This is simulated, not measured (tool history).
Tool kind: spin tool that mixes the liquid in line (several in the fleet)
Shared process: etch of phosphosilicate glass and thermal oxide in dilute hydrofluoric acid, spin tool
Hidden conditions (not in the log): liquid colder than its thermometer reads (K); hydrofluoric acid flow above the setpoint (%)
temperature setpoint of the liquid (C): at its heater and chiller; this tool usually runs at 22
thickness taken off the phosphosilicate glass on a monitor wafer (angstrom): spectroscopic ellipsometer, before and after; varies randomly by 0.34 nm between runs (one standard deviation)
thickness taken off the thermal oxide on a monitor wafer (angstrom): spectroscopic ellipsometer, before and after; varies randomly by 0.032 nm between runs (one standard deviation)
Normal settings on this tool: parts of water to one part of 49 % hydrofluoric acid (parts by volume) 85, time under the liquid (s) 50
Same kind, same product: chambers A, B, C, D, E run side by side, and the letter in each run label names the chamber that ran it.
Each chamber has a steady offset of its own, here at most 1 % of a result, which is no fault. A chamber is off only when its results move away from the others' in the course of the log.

run	hour	temperature setpoint of the liquid (C)	parts of water to one part of 49 % hydrofluoric acid (parts by volume)	time under the liquid (s)	hours since the thermometer was replaced	hours since the hydrofluoric acid flow meter was replaced	read-back film thickness of the phosphosilicate glass reference wafer, read on the same gauge (nm)	read-back film thickness of the thermal oxide reference wafer, read on the same gauge (nm)	thickness taken off the phosphosilicate glass on a monitor wafer (angstrom)	thickness taken off the thermal oxide on a monitor wafer (angstrom)
# hour 6.2: chamber A: hydrofluoric acid flow meter replaced
1A	11.7	22	85	50	442.4	5.6	40.008	120.03	399.44	27.232
2B	27.2	22	85	50	1404.6	464	40.03	120.03	393.68	27.242
3C	36.8	22	85	50	1249.9	190.2	39.982	120.01	401.37	27.276
4E	51.1	22	85	50	446.3	448.9	39.997	119.97	403.79	27.62
5D	60.8	22	85	50	191.6	317.8	39.999	120.03	397.78	27.529
6E	70.7	22	85	50	465.9	468.5	40.018	120.01	401.66	27.698
7C	84.5	22	85	50	1297.6	237.9	40.004	120.01	399.99	27.397
# hour 97: chamber B: hydrofluoric acid flow meter replaced
8B	99.4	22	85	50	1476.8	2.5	40.027	120	399.84	27.709
9D	110.7	22	85	65	241.5	367.7	40.024	120.03	526.56	35.214
# hour 114.1: chamber E: hydrofluoric acid flow meter replaced
10A	119.2	22	85	65	549.9	113.1	40.003	119.99	531.15	35.712
11A	127	22	85	65	557.7	120.9	39.991	119.99	528.29	35.205
12E	141.6	22	85	65	536.8	27.5	39.994	120.03	516.57	36.191
13B	151.5	22	85	65	1528.9	54.6	40.01	120.01	523.2	35.329
14C	160	22	85	50	1373.1	313.4	40	120.01	397.7	27.531
15D	169	22	85	50	299.8	426	39.993	120	406.88	27.367
16A	177.9	22	85	50	608.6	171.8	40.015	119.99	401.72	27.109
17E	188.8	19.5	85	75	584	74.7	40.023	119.98	542.94	36.637
18D	200.9	19.5	85	75	331.7	457.9	40.014	120	546.78	36.657
19C	211.8	19.5	85	75	1424.9	365.2	40.007	120	540.26	36.854
# hour 216.3: chamber C: thermometer replaced
20B	225.2	19.5	85	75	1602.6	128.3	40.008	120.02	532.5	37.173
21D	238.2	19.5	85	75	369	495.2	40	120.03	543.71	36.805
22A	248.6	17.5	85	70	679.3	242.5	40.008	120.02	462.96	31.884
23B	260	17.5	85	70	1637.4	163.1	40.009	119.98	460.27	32.196
24E	270.2	17.5	85	70	665.4	156.1	40.008	120.01	463.49	31.072
25C	281.1	17.5	85	70	64.9	434.5	39.998	119.96	467.52	31.704
26B	294.4	17.5	85	70	1671.8	197.5	40.007	120	454.65	31.054
27D	301.8	22	85	65	432.6	558.8	39.963	119.97	524.1	35.147
28C	309.8	22	85	65	93.6	463.2	40.007	120.02	518.79	35.69
29A	318.2	22	85	65	748.9	312.1	40.045	120.05	520.76	35.361
30E	326.4	22	85	65	721.6	212.3	39.994	120.02	520.77	35.899
31B	341.5	22	85	65	1718.9	244.6	39.994	120	521.4	35.67
32D	354.3	22	85	50	485.1	611.3	40.008	120.03	399.86	27.564
33C	364.5	22	85	50	148.3	517.9	40.024	120	401.72	27.242
34E	377.2	22	85	50	772.4	263.1	39.993	120	404.85	27.566
35A	389.8	22	85	50	820.5	383.7	39.992	120	403.96	27.418
36A	398.9	22	85	50	829.6	392.8	39.998	120.03	404.44	27.872
37B	414.3	22	85	50	1791.7	317.4	40.01	119.99	392.86	27.626
38E	428.3	18	85	50	823.5	314.2	39.961	119.98	344.94	23.918
39C	442	18	85	50	225.8	595.4	39.997	120.01	337.25	22.908
40D	456.2	18	85	50	587	713.2	40.011	119.98	338.52	23.509
41C	465.7	18	85	50	249.5	619.1	40.011	119.99	345.74	22.522
42D	479.5	18	85	50	610.3	736.5	39.972	120.02	340.68	23.044

All chambers now run identical settings, listed one chamber a line with results as question marks. What results will each chamber show?
43A	491	22	85	50					?	?
43B	491	22	85	50					?	?
43C	491	22	85	50					?	?
43D	491	22	85	50					?	?
43E	491	22	85	50					?	?

run	thickness taken off the phosphosilicate glass on a monitor wafer (angstrom)	thickness taken off the thermal oxide on a monitor wafer (angstrom)
43A	399.56	27.818
43B	393.22	27.066
43C	399.24	27.154
43D	402.07	27.164
43E	398.79	27.694
